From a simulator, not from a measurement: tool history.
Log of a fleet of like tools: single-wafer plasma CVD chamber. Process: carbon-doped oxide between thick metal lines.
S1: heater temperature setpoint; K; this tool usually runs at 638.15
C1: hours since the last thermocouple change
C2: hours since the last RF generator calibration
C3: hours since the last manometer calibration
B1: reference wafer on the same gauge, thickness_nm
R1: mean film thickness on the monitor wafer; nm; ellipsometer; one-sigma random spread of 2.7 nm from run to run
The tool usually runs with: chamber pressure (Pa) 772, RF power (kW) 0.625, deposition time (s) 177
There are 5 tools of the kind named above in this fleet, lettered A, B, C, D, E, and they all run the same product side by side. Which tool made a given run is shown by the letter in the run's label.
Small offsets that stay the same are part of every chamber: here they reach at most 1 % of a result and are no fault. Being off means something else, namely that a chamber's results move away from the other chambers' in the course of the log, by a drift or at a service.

{"run": "1D", "hour": 10.2, "S1": 638.15, "chamber pressure (Pa)": 772, "RF power (kW)": 0.625, "deposition time (s)": 177, "C1": 2039.0, "C2": 649.9, "C3": 888.2, "B1": 900.51, "R1": 1003.1}
{"run": "2A", "hour": 22.4, "S1": 638.15, "chamber pressure (Pa)": 772, "RF power (kW)": 0.625, "deposition time (s)": 177, "C1": 777.7, "C2": 1454.5, "C3": 2240.6, "B1": 900.15, "R1": 1011.1}
{"run": "3E", "hour": 29.0, "S1": 638.15, "chamber pressure (Pa)": 772, "RF power (kW)": 0.625, "deposition time (s)": 177, "C1": 1731.0, "C2": 940.1, "C3": 1181.7, "B1": 899.72, "R1": 1010.7}
{"run": "4C", "hour": 40.9, "S1": 638.15, "chamber pressure (Pa)": 772, "RF power (kW)": 0.625, "deposition time (s)": 177, "C1": 603.2, "C2": 827.1, "C3": 1614.2, "B1": 899.89, "R1": 1011.4}
{"run": "5B", "hour": 48.4, "S1": 638.15, "chamber pressure (Pa)": 772, "RF power (kW)": 0.625, "deposition time (s)": 177, "C1": 395.5, "C2": 313.2, "C3": 59.9, "B1": 900.09, "R1": 998.3}
{"run": "6A", "hour": 57.2, "S1": 638.15, "chamber pressure (Pa)": 652, "RF power (kW)": 0.625, "deposition time (s)": 177, "C1": 812.5, "C2": 1489.3, "C3": 2275.4, "B1": 900.16, "R1": 983.64}
{"run": "7D", "hour": 66.4, "S1": 638.15, "chamber pressure (Pa)": 652, "RF power (kW)": 0.625, "deposition time (s)": 177, "C1": 2095.2, "C2": 706.1, "C3": 944.4, "B1": 899.97, "R1": 975.61}
{"run": "8E", "hour": 79.6, "S1": 638.15, "chamber pressure (Pa)": 652, "RF power (kW)": 0.625, "deposition time (s)": 177, "C1": 1781.6, "C2": 990.7, "C3": 1232.3, "B1": 900.22, "R1": 992.69}
{"run": "9C", "hour": 88.5, "S1": 638.15, "chamber pressure (Pa)": 652, "RF power (kW)": 0.625, "deposition time (s)": 177, "C1": 650.8, "C2": 874.7, "C3": 1661.8, "B1": 899.82, "R1": 990.54}
{"run": "10B", "hour": 96.9, "S1": 638.15, "chamber pressure (Pa)": 652, "RF power (kW)": 0.625, "deposition time (s)": 177, "C1": 444.0, "C2": 361.7, "C3": 108.4, "B1": 900.11, "R1": 978.87}
{"run": "11C", "hour": 107.8, "S1": 638.15, "chamber pressure (Pa)": 772, "RF power (kW)": 0.625, "deposition time (s)": 177, "C1": 670.1, "C2": 894.0, "C3": 1681.1, "B1": 900.03, "R1": 1013.2}
{"hour": 112.0, "done": "chamber D: thermocouple changed; heater temperature recalibrated"}
{"run": "12E", "hour": 118.8, "S1": 638.15, "chamber pressure (Pa)": 772, "RF power (kW)": 0.625, "deposition time (s)": 177, "C1": 1820.8, "C2": 1029.9, "C3": 1271.5, "B1": 899.99, "R1": 1011.4}
{"run": "13B", "hour": 128.0, "S1": 638.15, "chamber pressure (Pa)": 772, "RF power (kW)": 0.625, "deposition time (s)": 177, "C1": 475.1, "C2": 392.8, "C3": 139.5, "B1": 899.53, "R1": 1007.4}
{"run": "14D", "hour": 137.4, "S1": 638.15, "chamber pressure (Pa)": 772, "RF power (kW)": 0.625, "deposition time (s)": 177, "C1": 25.5, "C2": 777.1, "C3": 1015.4, "B1": 899.22, "R1": 1004.5}
{"run": "15A", "hour": 144.8, "S1": 638.15, "chamber pressure (Pa)": 772, "RF power (kW)": 0.695, "deposition time (s)": 165, "C1": 900.1, "C2": 1576.9, "C3": 2363.0, "B1": 899.74, "R1": 994.25}
{"run": "16D", "hour": 158.4, "S1": 638.15, "chamber pressure (Pa)": 772, "RF power (kW)": 0.695, "deposition time (s)": 165, "C1": 46.5, "C2": 798.1, "C3": 1036.4, "B1": 899.7, "R1": 990.92}
{"run": "17C", "hour": 171.6, "S1": 638.15, "chamber pressure (Pa)": 772, "RF power (kW)": 0.695, "deposition time (s)": 165, "C1": 733.9, "C2": 957.8, "C3": 1744.9, "B1": 899.45, "R1": 1005.1}
{"run": "18E", "hour": 181.7, "S1": 638.15, "chamber pressure (Pa)": 772, "RF power (kW)": 0.695, "deposition time (s)": 165, "C1": 1883.7, "C2": 1092.8, "C3": 1334.4, "B1": 900.38, "R1": 1001.0}
{"run": "19B", "hour": 191.0, "S1": 638.15, "chamber pressure (Pa)": 772, "RF power (kW)": 0.695, "deposition time (s)": 165, "C1": 538.1, "C2": 455.8, "C3": 202.5, "B1": 900.62, "R1": 1001.8}
{"run": "20A", "hour": 200.0, "S1": 638.15, "chamber pressure (Pa)": 772, "RF power (kW)": 0.625, "deposition time (s)": 177, "C1": 955.3, "C2": 1632.1, "C3": 2418.2, "B1": 899.77, "R1": 990.94}
{"run": "21C", "hour": 208.0, "S1": 638.15, "chamber pressure (Pa)": 772, "RF power (kW)": 0.625, "deposition time (s)": 177, "C1": 770.3, "C2": 994.2, "C3": 1781.3, "B1": 899.41, "R1": 1015.7}
{"hour": 214.6, "done": "chamber E: RF generator calibrated"}
{"run": "22B", "hour": 218.5, "S1": 638.15, "chamber pressure (Pa)": 772, "RF power (kW)": 0.625, "deposition time (s)": 177, "C1": 565.6, "C2": 483.3, "C3": 230.0, "B1": 899.95, "R1": 1004.9}
{"hour": 226.1, "done": "chamber A: capacitance manometer re-zeroed and calibrated"}
{"run": "23E", "hour": 228.3, "S1": 638.15, "chamber pressure (Pa)": 772, "RF power (kW)": 0.625, "deposition time (s)": 177, "C1": 1930.3, "C2": 13.8, "C3": 1381.0, "B1": 899.89, "R1": 1013.8}
{"hour": 233.6, "done": "chamber A: thermocouple changed; heater temperature recalibrated"}
{"run": "24D", "hour": 242.0, "S1": 638.15, "chamber pressure (Pa)": 772, "RF power (kW)": 0.625, "deposition time (s)": 177, "C1": 130.1, "C2": 881.7, "C3": 1120.0, "B1": 900.61, "R1": 1001.4}
{"run": "25A", "hour": 248.4, "S1": 638.15, "chamber pressure (Pa)": 772, "RF power (kW)": 0.625, "deposition time (s)": 177, "C1": 14.9, "C2": 1680.5, "C3": 22.3, "B1": 900.08, "R1": 990.6}
{"run": "26B", "hour": 258.3, "S1": 638.15, "chamber pressure (Pa)": 772, "RF power (kW)": 0.625, "deposition time (s)": 177, "C1": 605.4, "C2": 523.1, "C3": 269.8, "B1": 900.06, "R1": 1004.3}
{"run": "27A", "hour": 269.6, "S1": 638.15, "chamber pressure (Pa)": 957, "RF power (kW)": 0.625, "deposition time (s)": 191, "C1": 36.1, "C2": 1701.7, "C3": 43.5, "B1": 900.52, "R1": 1085.8}
{"run": "28C", "hour": 276.7, "S1": 638.15, "chamber pressure (Pa)": 957, "RF power (kW)": 0.625, "deposition time (s)": 191, "C1": 839.0, "C2": 1062.9, "C3": 1850.0, "B1": 899.87, "R1": 1113.5}
{"run": "29D", "hour": 289.2, "S1": 638.15, "chamber pressure (Pa)": 957, "RF power (kW)": 0.625, "deposition time (s)": 191, "C1": 177.3, "C2": 928.9, "C3": 1167.2, "B1": 900.39, "R1": 1101.7}
{"run": "30E", "hour": 295.4, "S1": 638.15, "chamber pressure (Pa)": 957, "RF power (kW)": 0.625, "deposition time (s)": 191, "C1": 1997.4, "C2": 80.9, "C3": 1448.1, "B1": 899.24, "R1": 1117.4}
{"run": "31A", "hour": 308.5, "S1": 638.15, "chamber pressure (Pa)": 957, "RF power (kW)": 0.625, "deposition time (s)": 191, "C1": 75.0, "C2": 1740.6, "C3": 82.4, "B1": 899.45, "R1": 1084.5}

The same settings go to every chamber for the next run, one line per chamber below. Forecast the results for each:
{"run": "32A", "hour": 318.4, "S1": 638.15, "chamber pressure (Pa)": 772, "RF power (kW)": 0.625, "deposition time (s)": 147, "R1": "?"}
{"run": "32B", "hour": 318.4, "S1": 638.15, "chamber pressure (Pa)": 772, "RF power (kW)": 0.625, "deposition time (s)": 147, "R1": "?"}
{"run": "32C", "hour": 318.4, "S1": 638.15, "chamber pressure (Pa)": 772, "RF power (kW)": 0.625, "deposition time (s)": 147, "R1": "?"}
{"run": "32D", "hour": 318.4, "S1": 638.15, "chamber pressure (Pa)": 772, "RF power (kW)": 0.625, "deposition time (s)": 147, "R1": "?"}
{"run": "32E", "hour": 318.4, "S1": 638.15, "chamber pressure (Pa)": 772, "RF power (kW)": 0.625, "deposition time (s)": 147, "R1": "?"}

run=32A R1=814.96
run=32B R1=835.09
run=32C R1=839.54
run=32D R1=832.76
run=32E R1=840.22
